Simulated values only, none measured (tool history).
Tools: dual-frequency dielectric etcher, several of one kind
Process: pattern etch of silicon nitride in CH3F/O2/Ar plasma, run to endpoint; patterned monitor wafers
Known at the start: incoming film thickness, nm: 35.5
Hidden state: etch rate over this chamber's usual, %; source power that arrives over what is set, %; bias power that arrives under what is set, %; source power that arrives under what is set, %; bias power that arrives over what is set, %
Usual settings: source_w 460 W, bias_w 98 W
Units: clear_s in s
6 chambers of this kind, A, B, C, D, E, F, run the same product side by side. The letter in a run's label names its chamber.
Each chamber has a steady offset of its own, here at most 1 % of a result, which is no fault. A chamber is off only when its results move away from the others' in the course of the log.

run,day,source_w,bias_w,hours since the last wet clean,hours since the last source power generator calibration,hours since the last bias power generator calibration,clear_s
1A,0.158,460,98,184.6,2110.4,211.4,43.225
2F,0.308,460,98,368,822.5,4115.3,43.929
3B,0.404,460,98,464,1384.9,1324.6,43.75
4E,0.579,460,98,93.5,2529.6,628.7,43.962
5D,0.692,460,87,314.5,4296.5,3676.4,45.412
6C,0.875,460,87,91,1867.5,716.3,45.283
7D,0.988,460,87,321.6,4303.6,3683.5,45.65
8F,1.183,460,87,389,843.5,4136.3,46.143
9C,1.288,460,87,100.9,1877.4,726.2,45.392
10A,1.492,460,87,216.6,2142.4,243.4,45.665
11E,1.621,460,98,118.5,2554.6,653.7,43.124
# day 1.762: chamber F: wet clean of the chamber
12B,1.792,460,98,497.3,1418.2,1357.9,43.357
13A,1.95,460,98,227.6,2153.4,254.4,43.322
14B,2.15,460,98,505.9,1426.8,1366.5,43.631
15C,2.321,460,98,125.7,1902.2,751,43.557
16F,2.425,460,98,15.9,873.3,4166.1,43.643
17E,2.567,460,98,141.2,2577.3,676.4,43.082
18D,2.725,460,98,363.3,4345.3,3725.2,43.239
19F,2.854,460,98,26.2,883.6,4176.4,44.207
20A,3.017,460,98,253.2,2179,280,43.353
21E,3.2,460,98,156.4,2592.5,691.6,43.24
22D,3.312,460,98,377.4,4359.4,3739.3,43.53
23B,3.479,460,98,537.8,1458.7,1398.4,43.57
24C,3.6,460,98,156.4,1932.9,781.7,43.38
25E,3.75,460,98,169.6,2605.7,704.8,43.249
26C,3.95,460,98,164.8,1941.3,790.1,43.22
27D,4.117,460,98,396.7,4378.7,3758.6,43.257
28B,4.267,460,98,556.7,1477.6,1417.3,43.637
29A,4.362,460,98,285.5,2211.3,312.3,43.641
30F,4.479,460,98,65.2,922.6,4215.4,43.856
31A,4.596,460,98,291.1,2216.9,317.9,43.404
32F,4.738,460,98,71.4,928.8,4221.6,43.964
33C,4.858,460,98,186.6,1963.1,811.9,43.556
34D,4.967,460,98,417.1,4399.1,3779,43.329
35E,5.162,460,98,203.5,2639.6,738.7,43.551
36B,5.271,460,98,580.8,1501.7,1441.4,44.206
37E,5.412,460,98,209.5,2645.6,744.7,43.425

All 6 chambers run these settings next. Forecast each chamber's results:
38A,5.558,460,98,,,,?
38B,5.558,460,98,,,,?
38C,5.558,460,98,,,,?
38D,5.558,460,98,,,,?
38E,5.558,460,98,,,,?
38F,5.558,460,98,,,,?

run,clear_s
38A,43.54
38B,43.935
38C,43.453
38D,43.216
38E,43.934
38F,44.279

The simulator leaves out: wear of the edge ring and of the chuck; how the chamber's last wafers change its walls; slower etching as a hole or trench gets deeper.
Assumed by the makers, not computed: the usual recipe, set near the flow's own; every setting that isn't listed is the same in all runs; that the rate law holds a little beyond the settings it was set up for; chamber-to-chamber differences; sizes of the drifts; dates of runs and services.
